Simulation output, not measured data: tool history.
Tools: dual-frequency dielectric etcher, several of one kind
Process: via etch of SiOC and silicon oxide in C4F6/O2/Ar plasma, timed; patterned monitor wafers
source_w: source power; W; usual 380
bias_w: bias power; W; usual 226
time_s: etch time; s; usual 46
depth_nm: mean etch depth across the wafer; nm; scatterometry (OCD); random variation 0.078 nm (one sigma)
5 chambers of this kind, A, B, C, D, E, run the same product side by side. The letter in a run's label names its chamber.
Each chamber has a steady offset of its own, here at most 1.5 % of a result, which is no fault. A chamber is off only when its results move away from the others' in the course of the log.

run   hour  source_w  bias_w  time_s  hours since the last wet clean  hours since the last source power generator calibration  hours since the last bias power generator calibration  read-back reference wafer on the same gauge, depth_nm  depth_nm
 1C    4.2       380     226      46                           307.3                                                    918.3                                                    632                                                 59.576    54.345
 2B    8.3       380     226      46                             245                                                    557.9                                                 1983.7                                                  59.58    55.039
 3A   12.4       380     226      46                            41.3                                                    431.6                                                 1836.7                                                 59.587    54.784
 4E   18.2       380     226      46                           162.7                                                    436.1                                                 1866.9                                                  59.58    55.116
 5D   23.9       380     226      46                           316.8                                                   1450.7                                                  910.8                                                 59.562    54.424
 6C   28.3       380     226      46                           331.4                                                    942.4                                                  656.1                                                  59.55    54.271
 7D   34.8       380     226      46                           327.7                                                   1461.6                                                  921.7                                                 59.541    54.545
 8A   39.2       380     226      46                            68.1                                                    458.4                                                 1863.5                                                 59.521    54.682
 9B   46.1       380     226      46                           282.8                                                    595.7                                                 2021.5                                                 59.545    54.915
10E   52.6       380     226      46                           197.1                                                    470.5                                                 1901.3                                                 59.502    54.978
11B   56.3       380     226      46                             293                                                    605.9                                                 2031.7                                                 59.501    54.821
12E   62.9       380     226      46                           207.4                                                    480.8                                                 1911.6                                                 59.477    54.817
13C   69.2       380     226      46                           372.3                                                    983.3                                                    697                                                 59.501    54.117
14D   76.1       380     226      46                             369                                                   1502.9                                                    963                                                 59.469    54.305
15A   80.6       380     226      46                           109.5                                                    499.8                                                 1904.9                                                 59.464    54.626
16A   87.4       380     226      46                           116.3                                                    506.6                                                 1911.7                                                 59.434    54.618
17B   94.5       380     226      46                           331.2                                                    644.1                                                 2069.9                                                 59.452    54.818
18E   98.2       380     226      46                           242.7                                                    516.1                                                 1946.9                                                 59.447    54.892
19D  103.3       380     226      46                           396.2                                                   1530.1                                                  990.2                                                 59.414    54.471
20C  108.8       380     226      46                           411.9                                                   1022.9                                                  736.6                                                 59.436     54.17
21A  114.9       380     226      46                           143.8                                                    534.1                                                 1939.2                                                 59.425    54.604
     115.9  -- chamber C: wet clean of the chamber
22D  119.9       380     226      46                           412.8                                                   1546.7                                                 1006.8                                                 59.415    54.247
23C  124.4       380     226      46                             8.6                                                   1038.5                                                  752.2                                                 59.417    54.035
24B  127.7       380     226      46                           364.4                                                    677.3                                                 2103.1                                                 59.375    54.728
     128.9  -- chamber D: wet clean of the chamber
25E  134.9       380     226      46                           279.4                                                    552.8                                                 1983.6                                                 59.373    54.857
26E  138.9       380     226      46                           283.4                                                    556.8                                                 1987.6                                                 59.382    54.822
27D  145.6       380     226      46                            16.8                                                   1572.4                                                 1032.5                                                 59.362    54.262
     149.7  -- chamber B: wet clean of the chamber
28C  150.3       320     226      46                            34.5                                                   1064.4                                                  778.1                                                  59.37    50.422
29B  157.2       320     226      46                             7.5                                                    706.8                                                 2132.6                                                 59.359    51.156
30A  163.6       320     226      46                           192.5                                                    582.8                                                 1987.9                                                  59.34    51.008
31A  170.2       320     226      46                           199.1                                                    589.4                                                 1994.5                                                 59.317    51.046
32D  173.5       320     226      46                            44.7                                                   1600.3                                                 1060.4                                                 59.322    50.768
33C  177.4       380     226      46                            61.6                                                   1091.5                                                  805.2                                                 59.321    53.957
34E  181.2       380     226      46                           325.7                                                    599.1                                                 2029.9                                                 59.324     54.84
35B  185.3       380     226      46                            35.6                                                    734.9                                                 2160.7                                                 59.297    54.742
36A  190.7       380     254      39                           219.6                                                    609.9                                                   2015                                                 59.279    48.116
37D  194.3       380     254      39                            65.5                                                   1621.1                                                 1081.2                                                 59.286    47.877
38B  201.5       380     254      39                            51.8                                                    751.1                                                 2176.9                                                 59.259    48.192
39E  205.2       380     254      39                           349.7                                                    623.1                                                 2053.9                                                 59.277    48.198
40C  211.5       380     254      39                            95.7                                                   1125.6                                                  839.3                                                 59.266      47.4

All 5 chambers run these settings next. Forecast each chamber's results:
41A  216.8       380     226      46                                                                                                                                                                                                                ?
41B  216.8       380     226      46                                                                                                                                                                                                                ?
41C  216.8       380     226      46                                                                                                                                                                                                                ?
41D  216.8       380     226      46                                                                                                                                                                                                                ?
41E  216.8       380     226      46                                                                                                                                                                                                                ?

run  depth_nm
41A    54.514
41B    54.698
41C    53.917
41D    54.245
41E    54.824
